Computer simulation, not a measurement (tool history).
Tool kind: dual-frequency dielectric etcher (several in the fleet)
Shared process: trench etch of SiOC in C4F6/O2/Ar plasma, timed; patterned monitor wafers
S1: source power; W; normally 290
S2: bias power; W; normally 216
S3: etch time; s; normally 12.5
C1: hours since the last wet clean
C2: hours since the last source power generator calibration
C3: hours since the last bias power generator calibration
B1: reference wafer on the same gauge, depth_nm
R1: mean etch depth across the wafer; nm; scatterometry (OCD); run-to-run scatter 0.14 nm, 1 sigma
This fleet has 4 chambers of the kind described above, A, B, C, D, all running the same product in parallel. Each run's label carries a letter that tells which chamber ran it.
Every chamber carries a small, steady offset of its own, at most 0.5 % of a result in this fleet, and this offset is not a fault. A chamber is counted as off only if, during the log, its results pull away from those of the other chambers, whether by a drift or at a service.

run 1D hour=6.3 | S1=290 S2=216 S3=12.5 | C1=399.9 C2=4055.5 C3=3396.6 | B1=27.274 | R1=24.061
run 2C hour=14.2 | S1=290 S2=216 S3=12.5 | C1=166.8 C2=1185.2 C3=2026.2 | B1=27.281 | R1=24.560
-- hour=20.6 chamber A: bias power generator calibrated
run 3B hour=23.5 | S1=290 S2=216 S3=12.5 | C1=180.8 C2=3140.0 C3=319.4 | B1=27.298 | R1=24.355
run 4A hour=32.9 | S1=290 S2=216 S3=12.5 | C1=340.4 C2=996.4 C3=12.4 | B1=27.329 | R1=24.266
run 5C hour=43.4 | S1=290 S2=216 S3=12.5 | C1=196.0 C2=1214.4 C3=2055.4 | B1=27.276 | R1=24.329
run 6B hour=49.2 | S1=290 S2=216 S3=12.5 | C1=206.5 C2=3165.7 C3=345.1 | B1=27.272 | R1=24.295
run 7D hour=59.3 | S1=290 S2=216 S3=12.5 | C1=452.9 C2=4108.5 C3=3449.6 | B1=27.307 | R1=24.348
run 8A hour=63.9 | S1=290 S2=216 S3=12.5 | C1=371.4 C2=1027.4 C3=43.4 | B1=27.319 | R1=24.075
run 9C hour=68.5 | S1=290 S2=216 S3=12.5 | C1=221.1 C2=1239.5 C3=2080.5 | B1=27.299 | R1=24.305
run 10B hour=78.7 | S1=290 S2=191 S3=12.5 | C1=236.0 C2=3195.2 C3=374.6 | B1=27.291 | R1=23.502
run 11A hour=83.4 | S1=290 S2=191 S3=12.5 | C1=390.9 C2=1046.9 C3=62.9 | B1=27.317 | R1=23.276
run 12D hour=90.7 | S1=290 S2=191 S3=12.5 | C1=484.3 C2=4139.9 C3=3481.0 | B1=27.304 | R1=23.553
run 13C hour=97.4 | S1=290 S2=191 S3=12.5 | C1=250.0 C2=1268.4 C3=2109.4 | B1=27.315 | R1=23.466
run 14B hour=103.5 | S1=290 S2=216 S3=12.5 | C1=260.8 C2=3220.0 C3=399.4 | B1=27.327 | R1=24.319
run 15A hour=108.8 | S1=290 S2=216 S3=12.5 | C1=416.3 C2=1072.3 C3=88.3 | B1=27.303 | R1=23.943
run 16D hour=116.1 | S1=290 S2=216 S3=12.5 | C1=509.7 C2=4165.3 C3=3506.4 | B1=27.305 | R1=24.390
run 17C hour=123.8 | S1=290 S2=216 S3=12.5 | C1=276.4 C2=1294.8 C3=2135.8 | B1=27.285 | R1=24.535
run 18A hour=133.3 | S1=290 S2=216 S3=12.5 | C1=440.8 C2=1096.8 C3=112.8 | B1=27.262 | R1=23.980
run 19B hour=142.6 | S1=290 S2=216 S3=9.0 | C1=299.9 C2=3259.1 C3=438.5 | B1=27.345 | R1=17.595
run 20D hour=152.9 | S1=290 S2=216 S3=9.0 | C1=546.5 C2=4202.1 C3=3543.2 | B1=27.289 | R1=17.584
run 21D hour=161.4 | S1=290 S2=216 S3=9.0 | C1=555.0 C2=4210.6 C3=3551.7 | B1=27.315 | R1=17.675
run 22C hour=166.4 | S1=290 S2=216 S3=9.0 | C1=319.0 C2=1337.4 C3=2178.4 | B1=27.280 | R1=17.766
run 23B hour=173.1 | S1=290 S2=216 S3=12.5 | C1=330.4 C2=3289.6 C3=469.0 | B1=27.307 | R1=24.194
run 24A hour=183.2 | S1=290 S2=216 S3=12.5 | C1=490.7 C2=1146.7 C3=162.7 | B1=27.346 | R1=23.634
run 25A hour=192.2 | S1=290 S2=238 S3=16.5 | C1=499.7 C2=1155.7 C3=171.7 | B1=27.310 | R1=32.001
run 26D hour=199.4 | S1=290 S2=238 S3=16.5 | C1=593.0 C2=4248.6 C3=3589.7 | B1=27.309 | R1=33.342
-- hour=208.1 chamber D: wet clean of the chamber
run 27C hour=210.0 | S1=290 S2=238 S3=16.5 | C1=362.6 C2=1381.0 C3=2222.0 | B1=27.282 | R1=33.422
run 28B hour=217.7 | S1=290 S2=238 S3=16.5 | C1=375.0 C2=3334.2 C3=513.6 | B1=27.281 | R1=33.222
run 29A hour=222.7 | S1=290 S2=216 S3=12.5 | C1=530.2 C2=1186.2 C3=202.2 | B1=27.305 | R1=23.338
run 30B hour=230.9 | S1=290 S2=216 S3=12.5 | C1=388.2 C2=3347.4 C3=526.8 | B1=27.319 | R1=24.369
run 31C hour=237.3 | S1=290 S2=216 S3=12.5 | C1=389.9 C2=1408.3 C3=2249.3 | B1=27.308 | R1=24.437
-- hour=238.0 chamber C: wet clean of the chamber
run 32D hour=246.4 | S1=290 S2=216 S3=12.5 | C1=38.3 C2=4295.6 C3=3636.7 | B1=27.286 | R1=24.357
run 33C hour=252.8 | S1=290 S2=216 S3=12.5 | C1=14.9 C2=1423.8 C3=2264.8 | B1=27.334 | R1=24.475
run 34D hour=262.4 | S1=350 S2=216 S3=12.5 | C1=54.3 C2=4311.6 C3=3652.7 | B1=27.296 | R1=26.004
run 35A hour=269.4 | S1=350 S2=216 S3=12.5 | C1=576.9 C2=1232.9 C3=248.9 | B1=27.358 | R1=25.285
run 36B hour=274.2 | S1=350 S2=216 S3=12.5 | C1=431.5 C2=3390.7 C3=570.1 | B1=27.323 | R1=26.194
run 37B hour=279.4 | S1=350 S2=216 S3=12.5 | C1=436.7 C2=3395.9 C3=575.3 | B1=27.315 | R1=26.219
run 38D hour=289.0 | S1=290 S2=216 S3=12.5 | C1=80.9 C2=4338.2 C3=3679.3 | B1=27.300 | R1=24.545
run 39C hour=297.4 | S1=290 S2=216 S3=12.5 | C1=59.5 C2=1468.4 C3=2309.4 | B1=27.286 | R1=24.428
run 40A hour=302.0 | S1=290 S2=216 S3=12.5 | C1=609.5 C2=1265.5 C3=281.5 | B1=27.296 | R1=23.193

Is one chamber off against the others, does the gauge drift, or is nothing wrong? If a chamber is off, say which, and what the likeliest cause is.

It is chamber A that slowly wanders off from its peers.
Likeliest cause: etch rate under this chamber's usual, % = 4.81.

Below are 4 candidate recipes for chamber A's next run, each the usual settings with a change, their results shown as question marks. Which of them brings A's results back in line with what the other chambers give on the usual settings?
To be in line, a result may differ from the other chambers' mean on the usual settings by at most: R1 0.500 nm
run 41A-1 hour=309.7 | S1=290 S2=207 S3=12.5 | R1=?
run 41A-2 hour=309.7 | S1=290 S2=214 S3=12.0 | R1=?
run 41A-3 hour=309.7 | S1=290 S2=248 S3=12.5 | R1=?
run 41A-4 hour=309.7 | S1=290 S2=225 S3=12.5 | R1=?

What the other chambers average on the usual settings: R1 24.368 nm
run=41A-1 R1=22.910
run=41A-2 R1=22.239
run=41A-3 R1=24.356
run=41A-4 R1=23.560
It is 41A-3 that realigns the chamber with its peers.

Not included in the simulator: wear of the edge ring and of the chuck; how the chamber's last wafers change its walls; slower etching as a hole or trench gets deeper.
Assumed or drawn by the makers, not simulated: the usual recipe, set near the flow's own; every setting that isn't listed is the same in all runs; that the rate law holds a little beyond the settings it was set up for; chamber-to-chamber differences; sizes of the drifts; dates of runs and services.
